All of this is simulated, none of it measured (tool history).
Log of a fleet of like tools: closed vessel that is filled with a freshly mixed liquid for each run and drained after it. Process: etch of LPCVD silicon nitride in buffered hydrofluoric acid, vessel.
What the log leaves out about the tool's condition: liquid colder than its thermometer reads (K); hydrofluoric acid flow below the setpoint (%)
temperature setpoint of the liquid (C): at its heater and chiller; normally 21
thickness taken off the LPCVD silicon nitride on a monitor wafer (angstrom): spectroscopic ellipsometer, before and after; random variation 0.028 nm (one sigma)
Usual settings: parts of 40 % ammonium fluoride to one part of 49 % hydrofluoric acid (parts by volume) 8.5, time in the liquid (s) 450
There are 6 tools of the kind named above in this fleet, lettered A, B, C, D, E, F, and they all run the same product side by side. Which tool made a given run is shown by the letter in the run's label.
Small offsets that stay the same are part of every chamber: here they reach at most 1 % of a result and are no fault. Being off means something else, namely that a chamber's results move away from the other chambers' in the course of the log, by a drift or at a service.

run	day	temperature setpoint of the liquid (C)	parts of 40 % ammonium fluoride to one part of 49 % hydrofluoric acid (parts by volume)	time in the liquid (s)	hours since the thermometer was replaced	hours since the hydrofluoric acid flow meter was replaced	read-back film thickness of the LPCVD silicon nitride reference wafer, read on the same gauge (nm)	thickness taken off the LPCVD silicon nitride on a monitor wafer (angstrom)
1C	0.283	21	8.5	450	112.6	904	79.999	61.456
# day 0.475: chamber D: thermometer replaced
2F	0.517	21	8.5	450	535.2	212.5	79.987	61.327
3A	0.829	21	8.5	450	1578.4	329.2	80.01	61.119
4B	1.062	21	8.5	450	435.1	1048.3	80.022	61.631
5D	1.371	21	8.5	450	21.5	1434	79.976	60.68
6E	1.625	21	8.5	450	2461.6	1387.6	79.997	62.03
7A	2.033	21	8.5	450	1607.3	358.1	80.004	61.182
8B	2.454	21	8.5	450	468.5	1081.7	80.022	61.668
9E	2.892	21	8.5	450	2492	1418	80.027	61.675
10C	3.238	21	8.5	450	183.5	974.9	79.998	60.863
11D	3.683	21	8.5	450	77	1489.5	79.986	60.681
# day 3.883: chamber B: hydrofluoric acid flow meter replaced
12F	4.146	21	8.5	450	622.3	299.6	80.036	61.509
13C	4.629	21	8.5	450	216.9	1008.3	79.982	60.957
# day 4.912: chamber E: thermometer replaced
14B	4.912	21	8.5	450	527.5	24.7	80.018	61.767
15A	5.321	21	8.5	450	1686.2	437	80.029	61.557
16F	5.629	21	8.5	450	657.9	335.2	80.018	61.415
17E	6.021	21	8.5	450	26.6	1493.1	79.978	61.884
18D	6.438	21	8.5	450	143.1	1555.6	80.018	61.417
19A	6.742	21	8.5	450	1720.3	471.1	79.991	61.275
20D	7.112	21	8.5	450	159.3	1571.8	79.99	61.153
21F	7.579	21	8.5	450	704.7	382	79.986	61.41
22C	7.942	21	8.5	450	296.4	1087.8	79.988	61.357
# day 8.121: chamber D: hydrofluoric acid flow meter replaced
23E	8.275	21	8.5	450	80.7	1547.2	80.044	61.928
24B	8.483	21	8.5	450	613.2	110.4	79.977	61.739
25C	8.975	21	8.5	450	321.2	1112.6	79.974	61.008
26B	9.196	21	8.5	450	630.3	127.5	80.003	61.523
27A	9.508	21	8.5	450	1786.7	537.5	79.993	61.524
28E	9.862	21	8.5	450	118.8	1585.3	79.988	62.068
29F	10.333	21	8.5	450	770.8	448.1	80.012	61.838
30D	10.592	21	8.5	450	242.8	59.3	79.984	61.012
31D	11.067	21	8.5	450	254.2	70.7	80.007	61.045
32E	11.554	21	8.5	450	159.4	1625.9	80.034	61.932
33C	11.925	21	8.5	640	392	1183.4	80.002	86.571
34F	12.212	21	8.5	640	815.9	493.2	80.012	87.914
35B	12.55	21	8.5	640	710.8	208	80.006	87.251
36A	12.821	21	8.5	640	1866.2	617	79.997	87.865
37A	13.092	21	8.5	640	1872.7	623.5	79.996	87.812
38F	13.467	21	8.5	640	846	523.3	79.997	88.123
39D	13.783	21	8.5	650	319.4	135.9	80.011	88.268
40E	14.104	21	8.5	650	220.6	1687.1	79.99	89.314
41B	14.438	21	8.5	650	756.1	253.3	79.983	89.055
42C	14.854	21	8.5	650	462.3	1253.7	79.991	87.957
43B	15.167	21	8.5	650	773.6	270.8	79.99	89.646
44A	15.458	21	8.5	650	1929.5	680.3	79.98	88.487

Next, all 6 chambers run the settings below, one line each with question marks for the results. What does each chamber give?
45A	15.808	21	10.5	450				?
45B	15.808	21	10.5	450				?
45C	15.808	21	10.5	450				?
45D	15.808	21	10.5	450				?
45E	15.808	21	10.5	450				?
45F	15.808	21	10.5	450				?

run	thickness taken off the LPCVD silicon nitride on a monitor wafer (angstrom)
45A	51.634
45B	51.708
45C	51.45
45D	50.807
45E	52.032
45F	51.319
